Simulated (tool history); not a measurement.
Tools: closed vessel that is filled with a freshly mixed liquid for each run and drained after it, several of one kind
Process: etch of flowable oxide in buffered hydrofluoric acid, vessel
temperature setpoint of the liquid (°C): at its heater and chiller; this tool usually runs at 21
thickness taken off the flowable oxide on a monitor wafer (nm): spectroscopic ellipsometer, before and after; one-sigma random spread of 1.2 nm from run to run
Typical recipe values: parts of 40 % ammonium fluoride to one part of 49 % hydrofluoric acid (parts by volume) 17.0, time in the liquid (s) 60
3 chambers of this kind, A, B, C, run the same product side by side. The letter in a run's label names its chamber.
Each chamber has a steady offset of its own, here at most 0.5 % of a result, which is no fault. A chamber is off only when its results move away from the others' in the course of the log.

| run | day | temperature setpoint of the liquid (°C) | parts of 40 % ammonium fluoride to one part of 49 % hydrofluoric acid (parts by volume) | time in the liquid (s) | hours since the thermometer was replaced | hours since the hydrofluoric acid flow meter was replaced | read-back film thickness of the flowable oxide reference wafer, read on the same gauge (nm) | thickness taken off the flowable oxide on a monitor wafer (nm) |
|---|---|---|---|---|---|---|---|---|
| 1A | 0.496 | 21 | 17.0 | 60 | 1677.5 | 393.2 | 89.981 | 138.170 |
| 2C | 0.921 | 21 | 17.0 | 60 | 1182.1 | 23.1 | 90.028 | 139.290 |
| 3B | 1.346 | 21 | 17.0 | 60 | 1915.7 | 99.7 | 90.008 | 138.350 |
| 4A | 1.688 | 21 | 17.0 | 60 | 1706.1 | 421.8 | 89.993 | 139.320 |
| 5B | 2.183 | 21 | 17.0 | 60 | 1935.8 | 119.8 | 89.977 | 136.580 |
| 6C | 2.746 | 21 | 17.0 | 60 | 1225.9 | 66.9 | 90.044 | 138.600 |
| 7C | 3.283 | 21 | 17.0 | 60 | 1238.8 | 79.8 | 90.011 | 139.930 |
| 8A | 3.554 | 21 | 17.0 | 60 | 1750.9 | 466.6 | 90.067 | 137.630 |
| 9B | 3.908 | 21 | 17.0 | 60 | 1977.2 | 161.2 | 90.020 | 138.850 |
| 10B | 4.450 | 21 | 17.0 | 60 | 1990.2 | 174.2 | 90.021 | 140.160 |
| 11A | 4.700 | 21 | 17.0 | 60 | 1778.4 | 494.1 | 89.995 | 135.580 |
| 12C | 4.996 | 21 | 17.0 | 60 | 1279.9 | 120.9 | 89.999 | 138.420 |
| 13B | 5.379 | 21 | 17.0 | 60 | 2012.5 | 196.5 | 89.982 | 139.080 |
| 14A | 5.771 | 21 | 17.0 | 60 | 1804.1 | 519.8 | 89.965 | 134.590 |
| 15C | 6.029 | 21 | 17.0 | 60 | 1304.7 | 145.7 | 89.996 | 139.330 |
| 16B | 6.292 | 21 | 17.0 | 60 | 2034.4 | 218.4 | 90.043 | 139.250 |
| 17C | 6.562 | 21 | 17.0 | 60 | 1317.5 | 158.5 | 89.984 | 138.810 |
| 18A | 6.846 | 21 | 17.0 | 60 | 1829.9 | 545.6 | 90.009 | 134.410 |
| 19C | 7.292 | 21 | 17.0 | 60 | 1335.0 | 176.0 | 90.066 | 136.420 |
| 20B | 7.712 | 21 | 17.0 | 90 | 2068.5 | 252.5 | 90.030 | 206.740 |
| 21A | 8.025 | 21 | 17.0 | 90 | 1858.2 | 573.9 | 89.976 | 197.570 |
| 22B | 8.512 | 21 | 17.0 | 90 | 2087.7 | 271.7 | 89.992 | 209.390 |
| 23A | 8.829 | 21 | 17.0 | 60 | 1877.5 | 593.2 | 89.984 | 129.970 |
|  | 8.867 | chamber C: thermometer replaced |
| 24C | 9.275 | 21 | 17.0 | 60 | 9.9 | 223.6 | 89.957 | 138.880 |
| 25C | 9.717 | 21 | 17.0 | 60 | 20.5 | 234.2 | 89.984 | 137.650 |
| 26A | 10.117 | 21 | 17.0 | 60 | 1908.4 | 624.1 | 90.027 | 130.080 |
| 27B | 10.629 | 18 | 17.0 | 60 | 2138.5 | 322.5 | 90.040 | 117.670 |
| 28C | 11.029 | 18 | 17.0 | 60 | 52.0 | 265.7 | 90.009 | 117.730 |
| 29A | 11.542 | 18 | 17.0 | 60 | 1942.6 | 658.3 | 90.019 | 109.540 |
| 30B | 11.971 | 21 | 17.0 | 60 | 2170.7 | 354.7 | 90.026 | 139.390 |
| 31B | 12.475 | 21 | 17.0 | 60 | 2182.8 | 366.8 | 90.009 | 137.440 |
| 32C | 12.854 | 21 | 12.5 | 30 | 95.8 | 309.5 | 90.017 | 94.029 |
| 33A | 13.138 | 21 | 12.5 | 30 | 1980.9 | 696.6 | 89.986 | 85.116 |
| 34B | 13.571 | 21 | 12.5 | 30 | 2209.1 | 393.1 | 89.993 | 93.338 |
| 35C | 13.896 | 21 | 17.0 | 60 | 120.8 | 334.5 | 90.012 | 138.720 |
| 36A | 14.317 | 21 | 17.0 | 60 | 2009.2 | 724.9 | 89.982 | 124.490 |
| 37B | 14.621 | 25 | 17.0 | 60 | 2234.3 | 418.3 | 90.004 | 173.650 |
| 38C | 14.904 | 25 | 17.0 | 60 | 145.0 | 358.7 | 89.961 | 173.890 |
| 39A | 15.233 | 25 | 17.0 | 60 | 2031.2 | 746.9 | 90.024 | 152.390 |

Has any chamber moved away from the others, gradually or after a service, or does the common gauge drift, or do the chambers differ only by their own small steady offsets? State the chamber and the most likely cause if one applies.

It is chamber A that slowly wanders off from its peers.
Likeliest cause: hydrofluoric acid flow below the setpoint (%) = 10.9.
Not necessarily distinguishable in this log from: liquid colder than its thermometer reads (K).

Here are 4 candidates for chamber A's next run, each the usual settings with a change, their results left as question marks. Which one brings its results back in line with what the others give on the usual settings?
Allowed miss from the other chambers' usual-settings mean, per result, to count as in line: thickness taken off the flowable oxide on a monitor wafer (nm) 4.200
| 40A-1 | 15.646 | 21 | 16.5 | 60 |  |  |  | ? |
| 40A-2 | 15.646 | 21 | 16.5 | 65 |  |  |  | ? |
| 40A-3 | 15.646 | 21 | 17.5 | 55 |  |  |  | ? |
| 40A-4 | 15.646 | 21 | 17.5 | 60 |  |  |  | ? |

The other chambers' mean on the usual settings: thickness taken off the flowable oxide on a monitor wafer (nm) 138.120
| run | thickness taken off the flowable oxide on a monitor wafer (nm) |
|---|---|
| 40A-1 | 126.690 |
| 40A-2 | 137.240 |
| 40A-3 | 109.630 |
| 40A-4 | 119.600 |
The answer is 40A-2, which returns the chamber to within the allowed miss of the others.

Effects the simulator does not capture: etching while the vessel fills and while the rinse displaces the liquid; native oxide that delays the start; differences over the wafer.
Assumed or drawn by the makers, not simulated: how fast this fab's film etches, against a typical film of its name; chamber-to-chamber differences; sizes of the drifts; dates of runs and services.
